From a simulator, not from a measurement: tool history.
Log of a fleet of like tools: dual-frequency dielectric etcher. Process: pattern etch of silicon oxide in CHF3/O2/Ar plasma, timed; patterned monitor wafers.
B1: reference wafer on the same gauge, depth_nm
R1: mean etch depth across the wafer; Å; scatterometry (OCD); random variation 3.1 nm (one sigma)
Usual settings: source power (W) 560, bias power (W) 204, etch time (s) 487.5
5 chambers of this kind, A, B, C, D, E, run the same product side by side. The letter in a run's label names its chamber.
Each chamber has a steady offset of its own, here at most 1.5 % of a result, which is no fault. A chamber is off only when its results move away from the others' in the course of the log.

{"hour": 4.8, "done": "chamber E: wet clean of the chamber"}
{"run": "1E", "hour": 6.1, "source power (W)": 560, "bias power (W)": 204, "etch time (s)": 487.5, "B1": 1163.9, "R1": 9865}
{"run": "2B", "hour": 11.5, "source power (W)": 560, "bias power (W)": 204, "etch time (s)": 487.5, "B1": 1164.5, "R1": 9701.1}
{"run": "3C", "hour": 15.6, "source power (W)": 560, "bias power (W)": 204, "etch time (s)": 487.5, "B1": 1164.3, "R1": 9903.1}
{"run": "4A", "hour": 20.8, "source power (W)": 560, "bias power (W)": 204, "etch time (s)": 487.5, "B1": 1164.6, "R1": 9860.8}
{"run": "5D", "hour": 24.2, "source power (W)": 560, "bias power (W)": 204, "etch time (s)": 487.5, "B1": 1163.3, "R1": 9826.6}
{"run": "6E", "hour": 27.4, "source power (W)": 560, "bias power (W)": 228, "etch time (s)": 487.5, "B1": 1163.6, "R1": 10254}
{"run": "7D", "hour": 33.3, "source power (W)": 560, "bias power (W)": 228, "etch time (s)": 487.5, "B1": 1163.7, "R1": 10236}
{"run": "8A", "hour": 38.6, "source power (W)": 560, "bias power (W)": 228, "etch time (s)": 487.5, "B1": 1163.7, "R1": 10239}
{"run": "9C", "hour": 43.8, "source power (W)": 560, "bias power (W)": 228, "etch time (s)": 487.5, "B1": 1163.8, "R1": 10335}
{"run": "10B", "hour": 47.4, "source power (W)": 560, "bias power (W)": 228, "etch time (s)": 487.5, "B1": 1164.1, "R1": 10092}
{"hour": 52.8, "done": "chamber D: wet clean of the chamber"}
{"run": "11A", "hour": 53.8, "source power (W)": 560, "bias power (W)": 204, "etch time (s)": 487.5, "B1": 1163.1, "R1": 9843}
{"hour": 56.0, "done": "chamber A: wet clean of the chamber"}
{"run": "12C", "hour": 58.3, "source power (W)": 560, "bias power (W)": 204, "etch time (s)": 487.5, "B1": 1163.8, "R1": 9913.9}
{"hour": 62.1, "done": "chamber B: wet clean of the chamber"}
{"run": "13B", "hour": 64.2, "source power (W)": 560, "bias power (W)": 204, "etch time (s)": 487.5, "B1": 1163.6, "R1": 9818.4}
{"run": "14E", "hour": 69.8, "source power (W)": 560, "bias power (W)": 204, "etch time (s)": 487.5, "B1": 1164.4, "R1": 9838.1}
{"run": "15D", "hour": 74.8, "source power (W)": 560, "bias power (W)": 204, "etch time (s)": 487.5, "B1": 1163.2, "R1": 9843.9}
{"run": "16B", "hour": 78.2, "source power (W)": 560, "bias power (W)": 204, "etch time (s)": 487.5, "B1": 1164.1, "R1": 9767.2}
{"run": "17C", "hour": 82.0, "source power (W)": 560, "bias power (W)": 204, "etch time (s)": 487.5, "B1": 1163.5, "R1": 9870.4}
{"run": "18E", "hour": 87.5, "source power (W)": 560, "bias power (W)": 204, "etch time (s)": 487.5, "B1": 1164.5, "R1": 9771}
{"run": "19A", "hour": 90.8, "source power (W)": 440, "bias power (W)": 204, "etch time (s)": 345, "B1": 1163.7, "R1": 6367.8}
{"run": "20D", "hour": 95.4, "source power (W)": 440, "bias power (W)": 204, "etch time (s)": 345, "B1": 1163.7, "R1": 6371.6}
{"run": "21C", "hour": 99.7, "source power (W)": 440, "bias power (W)": 204, "etch time (s)": 345, "B1": 1164.8, "R1": 6417.6}
{"run": "22D", "hour": 102.9, "source power (W)": 440, "bias power (W)": 204, "etch time (s)": 345, "B1": 1163.9, "R1": 6388.2}
{"run": "23A", "hour": 107.7, "source power (W)": 440, "bias power (W)": 204, "etch time (s)": 345, "B1": 1164.2, "R1": 6335.3}
{"run": "24B", "hour": 113.5, "source power (W)": 560, "bias power (W)": 204, "etch time (s)": 487.5, "B1": 1165.2, "R1": 9783.1}
{"run": "25E", "hour": 118.8, "source power (W)": 560, "bias power (W)": 204, "etch time (s)": 487.5, "B1": 1164.1, "R1": 9795}
{"run": "26A", "hour": 123.2, "source power (W)": 560, "bias power (W)": 204, "etch time (s)": 487.5, "B1": 1164.2, "R1": 9826}
{"run": "27E", "hour": 127.6, "source power (W)": 560, "bias power (W)": 204, "etch time (s)": 487.5, "B1": 1164.2, "R1": 9748.4}
{"run": "28B", "hour": 131.1, "source power (W)": 560, "bias power (W)": 204, "etch time (s)": 487.5, "B1": 1163.6, "R1": 9739.3}
{"run": "29D", "hour": 137.0, "source power (W)": 560, "bias power (W)": 204, "etch time (s)": 487.5, "B1": 1163.9, "R1": 9924.5}
{"run": "30C", "hour": 141.6, "source power (W)": 690, "bias power (W)": 162, "etch time (s)": 487.5, "B1": 1164.6, "R1": 9936.9}
{"hour": 143.3, "done": "chamber B: source power generator calibrated"}
{"run": "31C", "hour": 147.5, "source power (W)": 690, "bias power (W)": 162, "etch time (s)": 487.5, "B1": 1163.4, "R1": 9916.4}
{"run": "32D", "hour": 153.4, "source power (W)": 690, "bias power (W)": 162, "etch time (s)": 487.5, "B1": 1164.3, "R1": 9894.5}
{"run": "33A", "hour": 158.8, "source power (W)": 690, "bias power (W)": 162, "etch time (s)": 487.5, "B1": 1163.9, "R1": 9871.3}
{"run": "34E", "hour": 165.2, "source power (W)": 690, "bias power (W)": 162, "etch time (s)": 487.5, "B1": 1163.3, "R1": 9850.9}
{"run": "35B", "hour": 168.0, "source power (W)": 560, "bias power (W)": 204, "etch time (s)": 487.5, "B1": 1163.1, "R1": 9739}
{"run": "36C", "hour": 170.8, "source power (W)": 560, "bias power (W)": 204, "etch time (s)": 487.5, "B1": 1164, "R1": 9926.9}
{"run": "37D", "hour": 174.5, "source power (W)": 560, "bias power (W)": 204, "etch time (s)": 487.5, "B1": 1163.5, "R1": 9807.9}
{"run": "38A", "hour": 177.9, "source power (W)": 560, "bias power (W)": 204, "etch time (s)": 487.5, "B1": 1164.8, "R1": 9799.8}
{"run": "39E", "hour": 181.8, "source power (W)": 560, "bias power (W)": 204, "etch time (s)": 487.5, "B1": 1163.9, "R1": 9751.6}

Next, every chamber runs the same settings. What will each give?
{"run": "40A", "hour": 186.4, "source power (W)": 560, "bias power (W)": 204, "etch time (s)": 487.5, "R1": "?"}
{"run": "40B", "hour": 186.4, "source power (W)": 560, "bias power (W)": 204, "etch time (s)": 487.5, "R1": "?"}
{"run": "40C", "hour": 186.4, "source power (W)": 560, "bias power (W)": 204, "etch time (s)": 487.5, "R1": "?"}
{"run": "40D", "hour": 186.4, "source power (W)": 560, "bias power (W)": 204, "etch time (s)": 487.5, "R1": "?"}
{"run": "40E", "hour": 186.4, "source power (W)": 560, "bias power (W)": 204, "etch time (s)": 487.5, "R1": "?"}

run=40A R1=9887.6
run=40B R1=9773.1
run=40C R1=9927.8
run=40D R1=9851.2
run=40E R1=9832.7
